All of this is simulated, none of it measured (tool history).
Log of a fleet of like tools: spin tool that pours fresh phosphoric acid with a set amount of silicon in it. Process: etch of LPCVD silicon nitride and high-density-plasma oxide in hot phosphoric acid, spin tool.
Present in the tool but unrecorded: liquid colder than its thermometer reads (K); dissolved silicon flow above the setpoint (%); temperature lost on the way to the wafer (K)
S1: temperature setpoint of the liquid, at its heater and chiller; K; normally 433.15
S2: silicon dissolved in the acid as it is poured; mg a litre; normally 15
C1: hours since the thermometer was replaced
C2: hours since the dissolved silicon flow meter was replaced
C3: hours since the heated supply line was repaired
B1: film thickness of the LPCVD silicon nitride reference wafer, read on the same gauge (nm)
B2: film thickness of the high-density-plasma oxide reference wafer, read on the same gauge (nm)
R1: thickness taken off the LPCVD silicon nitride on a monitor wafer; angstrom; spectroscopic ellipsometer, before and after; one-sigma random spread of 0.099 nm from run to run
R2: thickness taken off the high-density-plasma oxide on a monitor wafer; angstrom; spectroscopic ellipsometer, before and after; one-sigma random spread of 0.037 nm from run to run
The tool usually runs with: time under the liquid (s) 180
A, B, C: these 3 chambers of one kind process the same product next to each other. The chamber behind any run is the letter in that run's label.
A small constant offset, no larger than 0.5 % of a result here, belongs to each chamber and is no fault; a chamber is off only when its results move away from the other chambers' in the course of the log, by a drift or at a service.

Run 1B, hour 5.4: usual settings; C1 276.1; C2 56.6; C3 1518.1; B1 29.992; B2 79.990. Result: R1 158.07 angstrom, R2 4.6027 angstrom.
Run 2A, hour 9.1: usual settings; C1 903.6; C2 112.4; C3 106.7; B1 29.979; B2 80.015. Result: R1 157.93 angstrom, R2 5.5349 angstrom.
Run 3C, hour 12.9: usual settings; C1 1327.1; C2 164.3; C3 1368.3; B1 30.022; B2 79.985. Result: R1 157.67 angstrom, R2 5.9334 angstrom.
Run 4A, hour 17.4: usual settings; C1 911.9; C2 120.7; C3 115.0; B1 29.998; B2 79.997. Result: R1 158.31 angstrom, R2 5.1247 angstrom.
Run 5B, hour 19.8: usual settings; C1 290.5; C2 71.0; C3 1532.5; B1 30.005; B2 80.004. Result: R1 160.15 angstrom, R2 5.1923 angstrom.
Run 6C, hour 23.8: usual settings; C1 1338.0; C2 175.2; C3 1379.2; B1 29.991; B2 80.011. Result: R1 156.46 angstrom, R2 5.7050 angstrom.
Run 7B, hour 28.8: usual settings; C1 299.5; C2 80.0; C3 1541.5; B1 30.028; B2 79.999. Result: R1 159.72 angstrom, R2 5.1791 angstrom.
Run 8C, hour 33.6: usual settings; C1 1347.8; C2 185.0; C3 1389.0; B1 29.984; B2 79.997. Result: R1 155.71 angstrom, R2 4.9524 angstrom.
Run 9A, hour 38.2: usual settings; C1 932.7; C2 141.5; C3 135.8; B1 29.984; B2 79.990. Result: R1 159.61 angstrom, R2 5.3680 angstrom.
Run 10C, hour 41.6: usual settings but S1 436.15 K, time under the liquid (s) 285; C1 1355.8; C2 193.0; C3 1397.0; B1 30.024; B2 80.013. Result: R1 277.61 angstrom, R2 10.3760 angstrom.
Run 11A, hour 46.7: usual settings but S1 436.15 K, time under the liquid (s) 285; C1 941.2; C2 150.0; C3 144.3; B1 29.960; B2 80.007. Result: R1 279.77 angstrom, R2 9.6758 angstrom.
Run 12B, hour 52.0: usual settings but S1 436.15 K, time under the liquid (s) 285; C1 322.7; C2 103.2; C3 1564.7; B1 30.044; B2 79.981. Result: R1 277.98 angstrom, R2 10.6130 angstrom.
Run 13A, hour 56.0: usual settings; C1 950.5; C2 159.3; C3 153.6; B1 29.993; B2 80.000. Result: R1 159.59 angstrom, R2 5.5917 angstrom.
Run 14C, hour 60.9: usual settings; C1 1375.1; C2 212.3; C3 1416.3; B1 30.003; B2 79.988. Result: R1 158.46 angstrom, R2 5.6106 angstrom.
Run 15B, hour 65.1: usual settings; C1 335.8; C2 116.3; C3 1577.8; B1 30.000; B2 79.995. Result: R1 159.80 angstrom, R2 5.6744 angstrom.
Run 16B, hour 68.5: usual settings; C1 339.2; C2 119.7; C3 1581.2; B1 29.978; B2 79.997. Result: R1 160.15 angstrom, R2 4.9315 angstrom.
Run 17A, hour 73.3: usual settings; C1 967.8; C2 176.6; C3 170.9; B1 29.981; B2 80.005. Result: R1 160.73 angstrom, R2 5.4792 angstrom.
Run 18C, hour 78.6: usual settings; C1 1392.8; C2 230.0; C3 1434.0; B1 30.028; B2 79.999. Result: R1 158.41 angstrom, R2 5.6054 angstrom.
Run 19B, hour 81.4: usual settings; C1 352.1; C2 132.6; C3 1594.1; B1 30.003; B2 80.007. Result: R1 158.63 angstrom, R2 4.6719 angstrom.
Run 20A, hour 85.5: usual settings; C1 980.0; C2 188.8; C3 183.1; B1 30.016; B2 80.004. Result: R1 159.85 angstrom, R2 5.6664 angstrom.
Run 21C, hour 88.3: usual settings; C1 1402.5; C2 239.7; C3 1443.7; B1 30.003; B2 79.992. Result: R1 157.78 angstrom, R2 4.8445 angstrom.
Run 22B, hour 92.6: usual settings; C1 363.3; C2 143.8; C3 1605.3; B1 30.012; B2 80.024. Result: R1 157.93 angstrom, R2 6.1000 angstrom.
Run 23C, hour 96.8: usual settings; C1 1411.0; C2 248.2; C3 1452.2; B1 29.980; B2 80.002. Result: R1 157.94 angstrom, R2 5.5261 angstrom.
Run 24A, hour 99.5: usual settings; C1 994.0; C2 202.8; C3 197.1; B1 30.002; B2 79.994. Result: R1 159.94 angstrom, R2 5.0512 angstrom.
Run 25A, hour 102.1: usual settings; C1 996.6; C2 205.4; C3 199.7; B1 30.001; B2 80.001. Result: R1 161.33 angstrom, R2 5.1504 angstrom.

What goes on in this fleet: one chamber off, a drifting gauge, or nothing beyond the chambers' own small offsets? Name the chamber and the cause, if any.

No chamber stands off beyond its own small offset, and the gauge holds steady.
